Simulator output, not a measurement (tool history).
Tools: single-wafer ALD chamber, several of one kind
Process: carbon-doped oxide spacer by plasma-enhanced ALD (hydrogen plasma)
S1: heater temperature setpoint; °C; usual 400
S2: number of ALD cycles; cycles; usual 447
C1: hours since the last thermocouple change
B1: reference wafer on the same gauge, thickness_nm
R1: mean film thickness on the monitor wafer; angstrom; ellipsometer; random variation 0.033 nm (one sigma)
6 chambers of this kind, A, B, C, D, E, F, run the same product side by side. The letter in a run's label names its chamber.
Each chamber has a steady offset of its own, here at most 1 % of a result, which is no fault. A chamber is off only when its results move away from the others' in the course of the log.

Run 1C, day 0.175: usual settings; C1 1200.1; B1 26.089. Result: R1 222.82 angstrom.
Run 2D, day 0.442: usual settings; C1 281; B1 26.096. Result: R1 225.21 angstrom.
Run 3F, day 0.725: usual settings; C1 290.6; B1 26.079. Result: R1 221.86 angstrom.
Run 4E, day 0.946: usual settings; C1 222.6; B1 26.079. Result: R1 223.01 angstrom.
Run 5A, day 1.121: usual settings but S2 485 cycles; C1 1330.3; B1 26.079. Result: R1 242.77 angstrom.
Run 6B, day 1.358: usual settings but S2 485 cycles; C1 1348.8; B1 26.076. Result: R1 240.28 angstrom.
Run 7C, day 1.592: usual settings but S2 485 cycles; C1 1234.1; B1 26.062. Result: R1 241.07 angstrom.
Run 8A, day 1.833: usual settings but S2 485 cycles; C1 1347.4; B1 26.064. Result: R1 242.21 angstrom.
Run 9F, day 2.117: usual settings but S2 485 cycles; C1 324; B1 26.064. Result: R1 240.1 angstrom.
Run 10D, day 2.325: usual settings but S2 485 cycles; C1 326.2; B1 26.068. Result: R1 243.78 angstrom.
Run 11E, day 2.521: usual settings; C1 260.4; B1 26.052. Result: R1 223.34 angstrom.
Run 12B, day 2.729: usual settings; C1 1381.7; B1 26.048. Result: R1 220.85 angstrom.
Run 13E, day 2.908: usual settings; C1 269.7; B1 26.044. Result: R1 222.81 angstrom.
Run 14A, day 3.046: usual settings but S1 412 °C, S2 532 cycles; C1 1376.5; B1 26.052. Result: R1 256.07 angstrom.
Run 15D, day 3.333: usual settings but S1 412 °C, S2 532 cycles; C1 350.4; B1 26.043. Result: R1 258.03 angstrom.
Run 16C, day 3.592: usual settings but S1 412 °C, S2 532 cycles; C1 1282.1; B1 26.041. Result: R1 254.83 angstrom.
Run 17B, day 3.783: usual settings but S1 412 °C, S2 532 cycles; C1 1407; B1 26.036. Result: R1 253.84 angstrom.
Run 18F, day 4.067: usual settings but S1 412 °C, S2 532 cycles; C1 370.8; B1 26.022. Result: R1 254.84 angstrom.
Run 19D, day 4.304: usual settings but S1 412 °C, S2 532 cycles; C1 373.7; B1 26.031. Result: R1 258.32 angstrom.
Run 20B, day 4.488: usual settings; C1 1423.9; B1 26.015. Result: R1 221.14 angstrom.
Run 21C, day 4.725: usual settings; C1 1309.3; B1 26.011. Result: R1 222.45 angstrom.
Run 22F, day 4.983: usual settings; C1 392.8; B1 26.013. Result: R1 221.32 angstrom.
Run 23A, day 5.258: usual settings; C1 1429.6; B1 26.007. Result: R1 223.11 angstrom.
Run 24E, day 5.425: usual settings; C1 330.1; B1 26.014. Result: R1 222.2 angstrom.
Run 25D, day 5.721: usual settings but S1 395 °C, S2 527 cycles; C1 407.7; B1 25.997. Result: R1 265.49 angstrom.
Run 26C, day 5.975: usual settings but S1 395 °C, S2 527 cycles; C1 1339.3; B1 26.005. Result: R1 261.73 angstrom.
Run 27B, day 6.188: usual settings but S1 395 °C, S2 527 cycles; C1 1464.7; B1 25.998. Result: R1 259.91 angstrom.
At day 6.325: chamber B: thermocouple changed; heater temperature recalibrated.
Run 28F, day 6.35: usual settings but S1 395 °C, S2 527 cycles; C1 425.6; B1 25.989. Result: R1 260.76 angstrom.
Run 29A, day 6.492: usual settings but S1 395 °C, S2 527 cycles; C1 1459.2; B1 25.993. Result: R1 263.35 angstrom.
Run 30E, day 6.721: usual settings but S1 395 °C, S2 527 cycles; C1 361.2; B1 25.986. Result: R1 262.29 angstrom.
Run 31A, day 7.008: usual settings; C1 1471.6; B1 25.98. Result: R1 222.93 angstrom.
Run 32C, day 7.225: usual settings; C1 1369.3; B1 25.98. Result: R1 221.54 angstrom.
Run 33B, day 7.367: usual settings; C1 25.1; B1 25.978. Result: R1 219.8 angstrom.
Run 34F, day 7.525: usual settings; C1 453.8; B1 25.973. Result: R1 221.39 angstrom.
Run 35E, day 7.742: usual settings; C1 385.7; B1 25.97. Result: R1 222.18 angstrom.
Run 36D, day 8.008: usual settings; C1 462.6; B1 25.963. Result: R1 224.43 angstrom.
Run 37D, day 8.233: usual settings; C1 468; B1 25.954. Result: R1 223.77 angstrom.
Run 38F, day 8.479: usual settings but S2 530 cycles; C1 476.7; B1 25.942. Result: R1 262.41 angstrom.
Run 39A, day 8.708: usual settings but S2 530 cycles; C1 1512.4; B1 25.941. Result: R1 263.57 angstrom.
Run 40E, day 8.917: usual settings but S2 530 cycles; C1 413.9; B1 25.939. Result: R1 263.42 angstrom.

Is one chamber off against the others, does the gauge drift, or is nothing wrong? If a chamber is off, say which, and what the likeliest cause is.

The gauge drifts, so all chambers seem to drift together. No chamber is off.
Cause: gauge reads low (%) = 0.606.
